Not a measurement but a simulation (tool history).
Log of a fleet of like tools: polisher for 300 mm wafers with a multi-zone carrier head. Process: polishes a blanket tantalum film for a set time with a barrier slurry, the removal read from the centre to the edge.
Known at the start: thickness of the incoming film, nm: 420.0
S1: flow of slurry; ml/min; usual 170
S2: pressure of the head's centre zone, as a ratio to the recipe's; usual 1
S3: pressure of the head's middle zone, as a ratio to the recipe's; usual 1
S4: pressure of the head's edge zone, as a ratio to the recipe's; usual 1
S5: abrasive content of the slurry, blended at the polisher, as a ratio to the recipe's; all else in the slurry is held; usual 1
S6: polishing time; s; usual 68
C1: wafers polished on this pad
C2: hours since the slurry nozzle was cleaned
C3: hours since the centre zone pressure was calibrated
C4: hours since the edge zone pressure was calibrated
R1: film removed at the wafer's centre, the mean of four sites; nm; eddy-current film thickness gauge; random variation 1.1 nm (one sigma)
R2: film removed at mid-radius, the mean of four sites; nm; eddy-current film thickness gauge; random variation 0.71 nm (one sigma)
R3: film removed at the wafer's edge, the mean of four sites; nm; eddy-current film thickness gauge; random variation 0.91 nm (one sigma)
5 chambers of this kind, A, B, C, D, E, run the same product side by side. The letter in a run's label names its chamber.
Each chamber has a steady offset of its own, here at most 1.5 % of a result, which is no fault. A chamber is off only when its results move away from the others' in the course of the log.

-- hour=9.4 chamber C: worn pad replaced by a new one
run 1B hour=14.4 | S1=170 S2=1 S3=1 S4=1 S5=1 S6=68 | C1=361 C2=89.6 C3=106.8 C4=338 | R1=95.529 R2=97.048 R3=97.774
-- hour=19.8 chamber E: worn pad replaced by a new one
-- hour=22.7 chamber D: worn pad replaced by a new one
run 2E hour=24.1 | S1=170 S2=1 S3=1 S4=1 S5=1 S6=68 | C1=55 C2=544.2 C3=251.6 C4=461.2 | R1=97.855 R2=97.98 R3=98.202
run 3D hour=37.8 | S1=170 S2=1 S3=1 S4=1 S5=1 S6=68 | C1=191 C2=490.8 C3=73.5 C4=889.8 | R1=97.214 R2=96.745 R3=94.811
run 4C hour=53.5 | S1=170 S2=1 S3=1 S4=1 S5=1 S6=68 | C1=559 C2=509.1 C3=142.3 C4=550.1 | R1=98.506 R2=96.893 R3=95.767
run 5A hour=66.9 | S1=170 S2=1 S3=1 S4=1 S5=1 S6=68 | C1=1124 C2=259 C3=752.7 C4=764.4 | R1=96.874 R2=96.721 R3=97.628
-- hour=72.9 chamber A: worn pad replaced by a new one
run 6E hour=74.9 | S1=170 S2=1 S3=1 S4=1 S5=1 S6=68 | C1=698 C2=595 C3=302.4 C4=512 | R1=97.989 R2=97.258 R3=97.716
run 7B hour=84.6 | S1=170 S2=1 S3=1 S4=1 S5=1 S6=68 | C1=1250 C2=159.8 C3=177 C4=408.2 | R1=94.667 R2=95.098 R3=97.998
-- hour=91.8 chamber D: edge zone pressure recalibrated
run 8C hour=93.1 | S1=170 S2=1 S3=1 S4=1 S5=0.85 S6=68 | C1=1061 C2=548.7 C3=181.9 C4=589.7 | R1=92.442 R2=92.41 R3=91.344
-- hour=93.6 chamber B: worn pad replaced by a new one
-- hour=95.3 chamber C: worn pad replaced by a new one
run 9D hour=100.5 | S1=170 S2=1 S3=1 S4=1 S5=0.85 S6=68 | C1=986 C2=553.5 C3=136.2 C4=8.8 | R1=90.403 R2=92.871 R3=92.178
-- hour=103.3 chamber D: worn pad replaced by a new one
run 10A hour=109 | S1=170 S2=1 S3=1 S4=1 S5=0.85 S6=68 | C1=458 C2=301.1 C3=794.8 C4=806.5 | R1=92.396 R2=92.02 R3=93.563
run 11D hour=119.1 | S1=170 S2=1 S3=1 S4=1 S5=0.85 S6=68 | C1=201 C2=572.1 C3=154.8 C4=27.4 | R1=91.382 R2=92.583 R3=92.01
-- hour=132 chamber E: worn pad replaced by a new one
run 12B hour=135.1 | S1=170 S2=1 S3=1 S4=1 S5=0.85 S6=68 | C1=526 C2=210.3 C3=227.5 C4=458.7 | R1=91.723 R2=91.288 R3=92.125
run 13E hour=142.7 | S1=170 S2=1 S3=1 S4=1 S5=1 S6=68 | C1=136 C2=662.8 C3=370.2 C4=579.8 | R1=99.179 R2=99.141 R3=97.706
run 14C hour=151.9 | S1=210 S2=1 S3=1 S4=1 S5=1 S6=68 | C1=717 C2=607.5 C3=240.7 C4=648.5 | R1=97.822 R2=99.164 R3=98.427
-- hour=157.8 chamber B: edge zone pressure recalibrated
-- hour=161.9 chamber C: worn pad replaced by a new one
-- hour=162.8 chamber A: worn pad replaced by a new one
run 15A hour=163.3 | S1=210 S2=1 S3=1 S4=1 S5=1 S6=68 | C1=6 C2=355.4 C3=849.1 C4=860.8 | R1=103 R2=99.964 R3=99.838
run 16C hour=177.2 | S1=210 S2=1 S3=1 S4=1 S5=1 S6=68 | C1=194 C2=632.8 C3=266 C4=673.8 | R1=98.613 R2=99.416 R3=98.899
-- hour=184.7 chamber D: worn pad replaced by a new one
run 17A hour=187.9 | S1=210 S2=1 S3=1 S4=1 S5=1 S6=68 | C1=318 C2=380 C3=873.7 C4=885.4 | R1=101.05 R2=99.182 R3=99.816
run 18B hour=196 | S1=210 S2=1 S3=1 S4=1 S5=1 S6=68 | C1=1297 C2=271.2 C3=288.4 C4=38.3 | R1=99.671 R2=100.42 R3=99.106
-- hour=196.5 chamber B: worn pad replaced by a new one
run 19D hour=205 | S1=195 S2=1 S3=1.11 S4=1 S5=1 S6=68 | C1=258 C2=658 C3=240.7 C4=113.3 | R1=97.396 R2=108.29 R3=98.175
-- hour=207.5 chamber E: slurry nozzle cleaned
run 20E hour=219.7 | S1=195 S2=1 S3=1.11 S4=1 S5=1 S6=68 | C1=1112 C2=12.2 C3=447.2 C4=656.8 | R1=104.34 R2=110.37 R3=100.07
-- hour=219.9 chamber A: slurry nozzle cleaned
-- hour=231.5 chamber C: worn pad replaced by a new one
run 21D hour=235.4 | S1=195 S2=1 S3=1.11 S4=1 S5=1 S6=68 | C1=643 C2=688.4 C3=271.1 C4=143.7 | R1=99.365 R2=107.4 R3=97.57
-- hour=241.6 chamber E: worn pad replaced by a new one
run 22B hour=248.2 | S1=195 S2=1 S3=1.11 S4=1 S5=1 S6=68 | C1=655 C2=323.4 C3=340.6 C4=90.5 | R1=99.356 R2=107.87 R3=99.061
-- hour=250.4 chamber D: slurry nozzle cleaned
-- hour=260.3 chamber B: centre zone pressure recalibrated
run 23E hour=262.7 | S1=195 S2=1 S3=1.11 S4=1 S5=1 S6=68 | C1=268 C2=55.2 C3=490.2 C4=699.8 | R1=104.79 R2=108.6 R3=100.8
-- hour=266 chamber D: worn pad replaced by a new one
-- hour=268.7 chamber A: worn pad replaced by a new one
-- hour=269.7 chamber C: slurry nozzle cleaned
run 24C hour=271.6 | S1=170 S2=1 S3=1 S4=1 S5=1 S6=68 | C1=508 C2=2 C3=360.4 C4=768.2 | R1=96.024 R2=96.675 R3=96.873
-- hour=276.8 chamber A: centre zone pressure recalibrated
-- hour=277.1 chamber D: centre zone pressure recalibrated
run 25A hour=280.1 | S1=170 S2=1 S3=1 S4=1 S5=1 S6=68 | C1=145 C2=60.3 C3=3.3 C4=977.6 | R1=98.039 R2=96.984 R3=97.727
run 26B hour=292.4 | S1=170 S2=1 S3=1 S4=1 S5=1 S6=68 | C1=1215 C2=367.6 C3=32.1 C4=134.7 | R1=96.934 R2=96.225 R3=96.808
-- hour=294.8 chamber B: worn pad replaced by a new one
run 27A hour=307.8 | S1=170 S2=1 S3=1 S4=1 S5=1 S6=68 | C1=496 C2=88 C3=31 C4=1005.3 | R1=98.305 R2=97.585 R3=96.622
-- hour=316.6 chamber C: worn pad replaced by a new one
run 28C hour=323.8 | S1=170 S2=1 S3=1 S4=1 S5=1 S6=68 | C1=92 C2=54.2 C3=412.6 C4=820.4 | R1=95.407 R2=98.276 R3=96.713
run 29D hour=331.3 | S1=170 S2=1 S3=1 S4=1 S5=1 S6=68 | C1=827 C2=80.9 C3=54.2 C4=239.6 | R1=96.124 R2=96.722 R3=98.679
run 30E hour=345.8 | S1=170 S2=1 S3=1 S4=1 S5=1 S6=68 | C1=1320 C2=138.3 C3=573.3 C4=782.9 | R1=107.45 R2=97.221 R3=98.147
-- hour=351.9 chamber E: worn pad replaced by a new one
-- hour=359.2 chamber D: worn pad replaced by a new one
run 31E hour=359.4 | S1=170 S2=1 S3=1 S4=1 S5=1 S6=68 | C1=96 C2=151.9 C3=586.9 C4=796.5 | R1=108.86 R2=97.614 R3=97.863
run 32B hour=370.3 | S1=170 S2=1 S3=1 S4=1 S5=1 S6=68 | C1=957 C2=445.5 C3=110 C4=212.6 | R1=96.23 R2=96.769 R3=97.941
run 33D hour=377.4 | S1=170 S2=1 S3=1.08 S4=1 S5=1.25 S6=68 | C1=231 C2=127 C3=100.3 C4=285.7 | R1=101.74 R2=111.16 R3=102.28

Is one chamber off against the others, does the gauge drift, or is nothing wrong? If a chamber is off, say which, and what the likeliest cause is.

Chamber E drifts away from the others.
Cause: centre zone's pressure above its setpoint, % = 12.

Here are 4 candidates for chamber E's next run, each the usual settings with a change, their results left as question marks. Which one brings its results back in line with what the others give on the usual settings?
In line means no further than this from the other chambers' mean on the usual settings: R1 3.8 nm; R2 2.5 nm; R3 3.2 nm
run 34E-1 hour=389.3 | S1=160 S2=0.85 S3=1.03 S4=1.05 S5=1 S6=66 | R1=? R2=? R3=?
run 34E-2 hour=389.3 | S1=165 S2=0.91 S3=1.02 S4=1.03 S5=1 S6=67 | R1=? R2=? R3=?
run 34E-3 hour=389.3 | S1=180 S2=1.1 S3=0.98 S4=0.97 S5=1 S6=70 | R1=? R2=? R3=?
run 34E-4 hour=389.3 | S1=185 S2=1.16 S3=0.96 S4=0.95 S5=1 S6=71 | R1=? R2=? R3=?

The other chambers' mean on the usual settings: R1 96.192 nm; R2 96.674 nm; R3 96.751 nm
run=34E-1 R1=89.147 R2=96.248 R3=96.588
run=34E-2 R1=97.995 R2=97.342 R3=97.451
run=34E-3 R1=127.39 R2=99.417 R3=99.776
run=34E-4 R1=137.34 R2=99.376 R3=100.47
34E-2 brings the chamber back in line.
